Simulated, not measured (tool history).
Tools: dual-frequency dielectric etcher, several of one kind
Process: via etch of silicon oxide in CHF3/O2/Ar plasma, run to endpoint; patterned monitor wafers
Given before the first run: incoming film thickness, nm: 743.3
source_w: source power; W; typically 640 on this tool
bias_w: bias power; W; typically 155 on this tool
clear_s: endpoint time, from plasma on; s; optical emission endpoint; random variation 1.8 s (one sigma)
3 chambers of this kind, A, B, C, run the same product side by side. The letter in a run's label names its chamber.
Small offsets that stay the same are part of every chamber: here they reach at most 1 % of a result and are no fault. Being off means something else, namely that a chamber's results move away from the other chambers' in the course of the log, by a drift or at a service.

run 1B hour=8.4 | source_w=640 bias_w=155 | clear_s=381.62
run 2C hour=18.7 | source_w=640 bias_w=155 | clear_s=389.38
run 3A hour=26.3 | source_w=640 bias_w=155 | clear_s=382.03
run 4B hour=32.3 | source_w=640 bias_w=155 | clear_s=385.65
run 5C hour=42.3 | source_w=640 bias_w=155 | clear_s=387.45
run 6A hour=51.6 | source_w=510 bias_w=121 | clear_s=453.23
run 7B hour=59.7 | source_w=510 bias_w=121 | clear_s=451.38
run 8A hour=68.6 | source_w=510 bias_w=121 | clear_s=449.34
-- hour=70.4 chamber B: source power generator calibrated
run 9C hour=73.7 | source_w=640 bias_w=155 | clear_s=389.75
run 10C hour=84.7 | source_w=640 bias_w=155 | clear_s=383.53
run 11B hour=89.5 | source_w=640 bias_w=155 | clear_s=382.61
run 12A hour=95.9 | source_w=640 bias_w=155 | clear_s=386.24
run 13C hour=104.2 | source_w=760 bias_w=155 | clear_s=366.78
run 14B hour=111.8 | source_w=760 bias_w=155 | clear_s=362.38
run 15A hour=120.1 | source_w=760 bias_w=155 | clear_s=357.50
run 16A hour=126.8 | source_w=640 bias_w=155 | clear_s=381.97
run 17B hour=137.2 | source_w=640 bias_w=155 | clear_s=383.32
run 18C hour=144.7 | source_w=640 bias_w=155 | clear_s=396.84
run 19C hour=153.1 | source_w=640 bias_w=155 | clear_s=395.32
run 20B hour=162.2 | source_w=640 bias_w=155 | clear_s=384.06
run 21A hour=167.3 | source_w=690 bias_w=168 | clear_s=361.01
-- hour=167.7 chamber C: source power generator calibrated
run 22C hour=173.0 | source_w=690 bias_w=168 | clear_s=376.57
run 23B hour=180.1 | source_w=690 bias_w=168 | clear_s=365.28
run 24A hour=189.1 | source_w=490 bias_w=155 | clear_s=423.83
run 25C hour=194.5 | source_w=490 bias_w=155 | clear_s=444.48
run 26B hour=200.2 | source_w=490 bias_w=155 | clear_s=421.96

Has any chamber moved away from the others, gradually or after a service, or does the common gauge drift, or do the chambers differ only by their own small steady offsets? State the chamber and the most likely cause if one applies.

It is chamber C that slowly wanders off from its peers.
What lies behind it: etch rate under this chamber's usual, % = 4.16.

Which of the 4 candidates below, each the usual settings with something changed and its results left as question marks, puts chamber C back in line with what the other chambers give on the usual settings?
In line here means within this much of the mean the other chambers give on the usual settings: clear_s 6.40 s
run 27C-1 hour=208.1 | source_w=550 bias_w=155 | clear_s=?
run 27C-2 hour=208.1 | source_w=690 bias_w=165 | clear_s=?
run 27C-3 hour=208.1 | source_w=560 bias_w=139 | clear_s=?
run 27C-4 hour=208.1 | source_w=800 bias_w=155 | clear_s=?

On the usual settings, the other chambers give on average: clear_s 382.81 s
run=27C-1 clear_s=425.81
run=27C-2 clear_s=382.87
run=27C-3 clear_s=437.92
run=27C-4 clear_s=369.14
The answer is 27C-2, which returns the chamber to within the allowed miss of the others.

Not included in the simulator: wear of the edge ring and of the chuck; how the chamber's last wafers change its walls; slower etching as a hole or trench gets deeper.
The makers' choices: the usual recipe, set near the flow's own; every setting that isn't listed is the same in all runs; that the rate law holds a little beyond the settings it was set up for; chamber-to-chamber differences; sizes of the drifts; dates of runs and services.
